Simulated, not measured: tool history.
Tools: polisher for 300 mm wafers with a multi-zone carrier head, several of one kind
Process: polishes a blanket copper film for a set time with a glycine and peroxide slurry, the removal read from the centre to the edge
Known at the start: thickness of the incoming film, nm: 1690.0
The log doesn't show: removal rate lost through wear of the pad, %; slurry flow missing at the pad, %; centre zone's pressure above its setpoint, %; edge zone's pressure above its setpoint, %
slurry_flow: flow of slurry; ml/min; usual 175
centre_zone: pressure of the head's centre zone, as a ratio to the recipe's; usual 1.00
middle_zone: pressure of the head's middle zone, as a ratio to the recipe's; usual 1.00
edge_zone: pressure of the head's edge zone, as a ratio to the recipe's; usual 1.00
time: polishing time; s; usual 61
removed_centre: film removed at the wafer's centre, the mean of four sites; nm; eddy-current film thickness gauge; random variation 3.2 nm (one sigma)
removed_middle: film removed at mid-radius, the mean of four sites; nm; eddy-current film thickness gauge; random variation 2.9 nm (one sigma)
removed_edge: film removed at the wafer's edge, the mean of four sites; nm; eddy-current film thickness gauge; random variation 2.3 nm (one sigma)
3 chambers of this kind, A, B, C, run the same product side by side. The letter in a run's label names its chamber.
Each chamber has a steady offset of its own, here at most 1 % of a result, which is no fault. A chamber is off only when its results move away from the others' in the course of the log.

| run | hour | slurry_flow | centre_zone | middle_zone | edge_zone | time | wafers polished on this pad | hours since the slurry nozzle was cleaned | hours since the centre zone pressure was calibrated | hours since the edge zone pressure was calibrated | removed_centre | removed_middle | removed_edge |
|---|---|---|---|---|---|---|---|---|---|---|---|---|---|
|  | 8.6 | chamber C: worn pad replaced by a new one |
| 1B | 15.2 | 175 | 1.00 | 1.00 | 1.00 | 61 | 468 | 182.7 | 753.2 | 246.2 | 227.85 | 229.70 | 224.39 |
| 2C | 26.2 | 175 | 1.00 | 1.00 | 1.00 | 61 | 208 | 214.3 | 613.8 | 371.1 | 221.17 | 227.91 | 228.87 |
| 3A | 37.0 | 175 | 1.00 | 1.00 | 1.00 | 61 | 891 | 101.0 | 226.8 | 393.6 | 225.51 | 227.46 | 230.68 |
| 4C | 45.2 | 175 | 1.00 | 1.00 | 1.00 | 61 | 432 | 233.3 | 632.8 | 390.1 | 231.22 | 232.90 | 222.80 |
| 5A | 56.1 | 175 | 1.00 | 1.00 | 1.00 | 61 | 1116 | 120.1 | 245.9 | 412.7 | 223.96 | 223.88 | 223.53 |
| 6B | 65.4 | 175 | 1.00 | 1.00 | 1.00 | 61 | 1061 | 232.9 | 803.4 | 296.4 | 228.55 | 227.47 | 222.58 |
|  | 67.3 | chamber A: worn pad replaced by a new one |
|  | 71.1 | chamber B: worn pad replaced by a new one |
| 7C | 74.8 | 175 | 1.00 | 1.00 | 1.00 | 61 | 781 | 262.9 | 662.4 | 419.7 | 226.67 | 229.21 | 224.06 |
|  | 81.1 | chamber C: edge zone pressure recalibrated |
| 8B | 89.2 | 175 | 1.00 | 1.00 | 1.00 | 61 | 213 | 256.7 | 827.2 | 320.2 | 225.90 | 225.44 | 224.26 |
|  | 94.8 | chamber C: worn pad replaced by a new one |
| 9A | 101.8 | 175 | 1.00 | 1.00 | 1.00 | 61 | 408 | 165.8 | 291.6 | 458.4 | 219.37 | 227.90 | 226.80 |
| 10A | 114.7 | 175 | 1.00 | 1.00 | 1.00 | 61 | 560 | 178.7 | 304.5 | 471.3 | 221.14 | 228.62 | 224.28 |
| 11B | 122.1 | 175 | 1.00 | 1.00 | 1.00 | 61 | 602 | 289.6 | 860.1 | 353.1 | 224.88 | 228.77 | 228.28 |
|  | 132.5 | chamber C: slurry nozzle cleaned |
| 12C | 133.4 | 175 | 1.00 | 1.00 | 1.00 | 61 | 456 | 1.0 | 721.0 | 52.3 | 225.23 | 226.94 | 224.14 |
| 13A | 140.7 | 175 | 1.00 | 1.00 | 1.00 | 61 | 867 | 204.7 | 330.5 | 497.3 | 225.77 | 223.96 | 225.46 |
| 14C | 152.6 | 175 | 1.00 | 1.00 | 1.00 | 61 | 683 | 20.2 | 740.2 | 71.5 | 230.59 | 231.03 | 221.88 |
|  | 159.6 | chamber A: centre zone pressure recalibrated |
| 15B | 164.7 | 175 | 1.00 | 1.00 | 1.00 | 61 | 1105 | 332.2 | 902.7 | 395.7 | 233.76 | 228.10 | 222.75 |
|  | 164.9 | chamber B: worn pad replaced by a new one |
| 16B | 173.8 | 175 | 1.00 | 1.00 | 1.00 | 61 | 105 | 341.3 | 911.8 | 404.8 | 225.75 | 229.10 | 226.38 |
|  | 174.4 | chamber C: worn pad replaced by a new one |
|  | 175.6 | chamber A: worn pad replaced by a new one |
| 17C | 185.0 | 175 | 1.00 | 1.00 | 1.00 | 61 | 126 | 52.6 | 772.6 | 103.9 | 225.81 | 229.99 | 223.54 |
| 18A | 198.5 | 175 | 1.00 | 1.00 | 1.00 | 61 | 270 | 262.5 | 38.9 | 555.1 | 225.66 | 227.03 | 228.49 |
| 19A | 209.9 | 175 | 1.00 | 0.91 | 1.00 | 78 | 405 | 273.9 | 50.3 | 566.5 | 285.75 | 272.27 | 292.40 |
| 20C | 220.4 | 175 | 1.00 | 0.91 | 1.00 | 78 | 544 | 88.0 | 808.0 | 139.3 | 286.87 | 264.58 | 289.55 |
| 21B | 232.9 | 175 | 1.00 | 0.91 | 1.00 | 78 | 803 | 400.4 | 970.9 | 463.9 | 288.82 | 263.50 | 292.70 |
| 22B | 245.6 | 175 | 1.00 | 1.00 | 1.00 | 61 | 953 | 413.1 | 983.6 | 476.6 | 229.18 | 226.28 | 228.19 |
| 23A | 255.1 | 175 | 1.00 | 1.00 | 1.00 | 61 | 938 | 319.1 | 95.5 | 611.7 | 222.07 | 221.89 | 227.95 |
|  | 255.6 | chamber C: worn pad replaced by a new one |
|  | 259.9 | chamber B: worn pad replaced by a new one |
| 24C | 267.0 | 175 | 1.00 | 1.00 | 1.00 | 61 | 134 | 134.6 | 854.6 | 185.9 | 227.80 | 226.67 | 226.10 |
|  | 277.2 | chamber B: centre zone pressure recalibrated |
|  | 277.6 | chamber A: worn pad replaced by a new one |
| 25A | 281.9 | 175 | 1.00 | 1.00 | 1.00 | 61 | 51 | 345.9 | 122.3 | 638.5 | 230.48 | 228.13 | 227.77 |
| 26B | 290.0 | 175 | 1.00 | 1.00 | 1.00 | 61 | 355 | 457.5 | 12.8 | 521.0 | 252.26 | 226.39 | 224.71 |
|  | 295.8 | chamber A: slurry nozzle cleaned |
| 27C | 305.0 | 175 | 1.00 | 1.00 | 1.00 | 61 | 583 | 172.6 | 892.6 | 223.9 | 224.75 | 231.19 | 222.87 |
| 28C | 311.7 | 175 | 1.00 | 1.00 | 1.00 | 61 | 662 | 179.3 | 899.3 | 230.6 | 225.46 | 228.10 | 230.34 |
| 29A | 324.9 | 175 | 1.00 | 1.00 | 1.00 | 61 | 559 | 29.1 | 165.3 | 681.5 | 228.66 | 228.82 | 227.94 |
|  | 336.5 | chamber B: worn pad replaced by a new one |
| 30B | 339.5 | 175 | 1.00 | 1.00 | 1.00 | 61 | 35 | 507.0 | 62.3 | 570.5 | 247.63 | 225.46 | 224.68 |
|  | 339.6 | chamber C: worn pad replaced by a new one |
| 31B | 346.5 | 175 | 1.00 | 1.00 | 1.00 | 61 | 118 | 514.0 | 69.3 | 577.5 | 258.58 | 227.81 | 225.05 |
| 32A | 358.9 | 175 | 1.00 | 1.00 | 1.00 | 61 | 960 | 63.1 | 199.3 | 715.5 | 223.94 | 224.29 | 228.68 |
| 33C | 368.8 | 200 | 1.00 | 1.00 | 1.00 | 61 | 345 | 236.4 | 956.4 | 287.7 | 230.32 | 234.48 | 226.35 |
| 34A | 380.9 | 200 | 1.00 | 1.00 | 1.00 | 61 | 1220 | 85.1 | 221.3 | 737.5 | 223.91 | 233.28 | 227.64 |
|  | 388.0 | chamber A: worn pad replaced by a new one |
| 35C | 395.3 | 200 | 1.00 | 1.00 | 1.00 | 61 | 658 | 262.9 | 982.9 | 314.2 | 234.06 | 232.39 | 230.66 |
|  | 405.4 | chamber C: slurry nozzle cleaned |
| 36B | 410.2 | 175 | 1.00 | 1.00 | 1.00 | 61 | 870 | 577.7 | 133.0 | 641.2 | 256.39 | 226.00 | 224.04 |
|  | 410.7 | chamber C: edge zone pressure recalibrated |
|  | 414.6 | chamber B: edge zone pressure recalibrated |
|  | 417.5 | chamber B: worn pad replaced by a new one |
| 37A | 421.0 | 175 | 1.00 | 1.00 | 1.00 | 61 | 390 | 125.2 | 261.4 | 777.6 | 226.59 | 228.16 | 225.57 |
|  | 424.6 | chamber C: worn pad replaced by a new one |
|  | 430.5 | chamber B: slurry nozzle cleaned |
| 38B | 436.1 | 175 | 1.11 | 1.00 | 0.91 | 61 | 220 | 5.7 | 158.9 | 21.6 | 283.67 | 226.89 | 215.49 |
| 39C | 445.4 | 175 | 1.11 | 1.00 | 0.91 | 61 | 246 | 40.0 | 1033.0 | 34.7 | 251.04 | 223.03 | 216.35 |

All 3 chambers run these settings next. Forecast each chamber's results:
| 40A | 456.4 | 175 | 1.00 | 1.00 | 1.00 | 61 |  |  |  |  | ? | ? | ? |
| 40B | 456.4 | 175 | 1.00 | 1.00 | 1.00 | 61 |  |  |  |  | ? | ? | ? |
| 40C | 456.4 | 175 | 1.00 | 1.00 | 1.00 | 61 |  |  |  |  | ? | ? | ? |

| run | removed_centre | removed_middle | removed_edge |
|---|---|---|---|
| 40A | 228.27 | 220.49 | 225.39 |
| 40B | 255.56 | 230.53 | 225.50 |
| 40C | 223.37 | 226.14 | 228.51 |
